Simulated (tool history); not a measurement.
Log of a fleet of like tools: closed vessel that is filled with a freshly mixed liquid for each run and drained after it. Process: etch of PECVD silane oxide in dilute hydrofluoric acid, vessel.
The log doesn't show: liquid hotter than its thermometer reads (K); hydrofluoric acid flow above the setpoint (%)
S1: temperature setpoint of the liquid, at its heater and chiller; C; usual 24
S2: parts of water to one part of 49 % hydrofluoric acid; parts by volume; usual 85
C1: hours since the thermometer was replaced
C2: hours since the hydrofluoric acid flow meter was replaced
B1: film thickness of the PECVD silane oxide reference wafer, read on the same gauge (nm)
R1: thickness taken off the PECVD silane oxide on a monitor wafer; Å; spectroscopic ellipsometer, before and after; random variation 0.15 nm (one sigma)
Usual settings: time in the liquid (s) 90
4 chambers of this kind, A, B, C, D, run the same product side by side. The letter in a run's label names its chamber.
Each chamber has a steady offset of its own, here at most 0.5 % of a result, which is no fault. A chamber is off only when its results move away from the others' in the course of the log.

Run 1A, day 0.55: usual settings; C1 103.2; C2 506.5; B1 59.996. Result: R1 282.26 Å.
Run 2D, day 1.096: usual settings; C1 714.1; C2 1212.5; B1 60. Result: R1 282.01 Å.
Run 3C, day 1.729: usual settings; C1 611.8; C2 393.5; B1 59.996. Result: R1 282.12 Å.
Run 4B, day 2.183: usual settings; C1 278; C2 400.6; B1 60.025. Result: R1 280.64 Å.
Run 5C, day 2.5: usual settings; C1 630.3; C2 412; B1 60.005. Result: R1 285.51 Å.
Run 6A, day 2.896: usual settings; C1 159.5; C2 562.8; B1 59.952. Result: R1 282.31 Å.
Run 7D, day 3.442: usual settings; C1 770.4; C2 1268.8; B1 59.989. Result: R1 279.88 Å.
Run 8B, day 3.817: usual settings but time in the liquid (s) 50; C1 317.2; C2 439.8; B1 59.989. Result: R1 157.04 Å.
Run 9B, day 4.433: usual settings but time in the liquid (s) 50; C1 332; C2 454.6; B1 60.003. Result: R1 156.47 Å.
Run 10D, day 5.1: usual settings but time in the liquid (s) 50; C1 810.2; C2 1308.6; B1 59.989. Result: R1 158.42 Å.
Run 11C, day 5.567: usual settings but time in the liquid (s) 50; C1 703.9; C2 485.6; B1 60.031. Result: R1 156.81 Å.
Run 12A, day 5.854: usual settings but time in the liquid (s) 110; C1 230.5; C2 633.8; B1 59.988. Result: R1 342.13 Å.
Run 13D, day 6.233: usual settings but time in the liquid (s) 110; C1 837.4; C2 1335.8; B1 60.035. Result: R1 346.27 Å.
Run 14C, day 6.579: usual settings but time in the liquid (s) 110; C1 728.2; C2 509.9; B1 60.028. Result: R1 346.67 Å.
Run 15B, day 7.2: usual settings but time in the liquid (s) 110; C1 398.4; C2 521; B1 60.013. Result: R1 342.46 Å.
At day 7.733: chamber C: thermometer replaced.
Run 16A, day 7.808: usual settings; C1 277.4; C2 680.7; B1 60.003. Result: R1 281.04 Å.
Run 17B, day 8.288: usual settings; C1 424.5; C2 547.1; B1 59.976. Result: R1 280.38 Å.
Run 18C, day 8.854: usual settings; C1 27; C2 564.5; B1 60.012. Result: R1 282.36 Å.
Run 19A, day 9.5: usual settings; C1 318; C2 721.3; B1 59.993. Result: R1 286.68 Å.
At day 9.683: chamber D: hydrofluoric acid flow meter replaced.
Run 20D, day 9.962: usual settings; C1 926.9; C2 6.8; B1 59.973. Result: R1 281.2 Å.
Run 21D, day 10.579: usual settings but S2 50 parts by volume, time in the liquid (s) 45; C1 941.7; C2 21.6; B1 60.01. Result: R1 249.22 Å.
Run 22B, day 10.912: usual settings but S2 50 parts by volume, time in the liquid (s) 45; C1 487.5; C2 610.1; B1 59.969. Result: R1 249.11 Å.
Run 23C, day 11.438: usual settings but S2 50 parts by volume, time in the liquid (s) 45; C1 89; C2 626.5; B1 60.006. Result: R1 248.52 Å.
Run 24A, day 11.825: usual settings but S2 50 parts by volume, time in the liquid (s) 45; C1 373.8; C2 777.1; B1 59.996. Result: R1 253.74 Å.
Run 25C, day 12.254: usual settings; C1 108.6; C2 646.1; B1 59.98. Result: R1 278.16 Å.
Run 26D, day 12.858: usual settings; C1 996.4; C2 76.3; B1 59.988. Result: R1 280.12 Å.
Run 27A, day 13.183: usual settings; C1 406.4; C2 809.7; B1 60.019. Result: R1 287.57 Å.
Run 28B, day 13.475: usual settings; C1 549; C2 671.6; B1 59.969. Result: R1 279.96 Å.
Run 29D, day 13.796: usual settings; C1 1018.9; C2 98.8; B1 60.017. Result: R1 280.59 Å.
Run 30C, day 14.279: usual settings; C1 157.2; C2 694.7; B1 59.991. Result: R1 281.14 Å.
Run 31B, day 14.717: usual settings; C1 578.8; C2 701.4; B1 60.019. Result: R1 278.17 Å.
Run 32A, day 15.083: usual settings; C1 452; C2 855.3; B1 59.985. Result: R1 291.86 Å.
At day 15.271: chamber B: thermometer replaced.
Run 33C, day 15.454: usual settings; C1 185.4; C2 722.9; B1 59.97. Result: R1 277.86 Å.
Run 34B, day 16.075: usual settings; C1 19.3; C2 734; B1 60.05. Result: R1 283.45 Å.
Run 35D, day 16.517: usual settings but S2 110 parts by volume; C1 1084.2; C2 164.1; B1 60.005. Result: R1 212.89 Å.
Run 36A, day 17.112: usual settings but S2 110 parts by volume; C1 500.7; C2 904; B1 60.007. Result: R1 216.13 Å.
Run 37A, day 17.55: usual settings but S2 110 parts by volume; C1 511.2; C2 914.5; B1 59.995. Result: R1 218.83 Å.
Run 38C, day 17.908: usual settings but S2 110 parts by volume; C1 244.3; C2 781.8; B1 59.988. Result: R1 211.05 Å.
Run 39B, day 18.333: usual settings; C1 73.5; C2 788.2; B1 60.007. Result: R1 281.97 Å.
Run 40D, day 18.667: usual settings; C1 1135.8; C2 215.7; B1 59.999. Result: R1 283.48 Å.
Run 41A, day 19.154: usual settings; C1 549.7; C2 953; B1 59.99. Result: R1 292.38 Å.

All 4 chambers run these settings next. Forecast each chamber's results:
Run 42A, day 19.629: usual settings but S1 21 C. Result: R1 ?.
Run 42B, day 19.629: usual settings but S1 21 C. Result: R1 ?.
Run 42C, day 19.629: usual settings but S1 21 C. Result: R1 ?.
Run 42D, day 19.629: usual settings but S1 21 C. Result: R1 ?.

run      R1
42A  257.11
42B  246.06
42C  249.27
42D  249.73
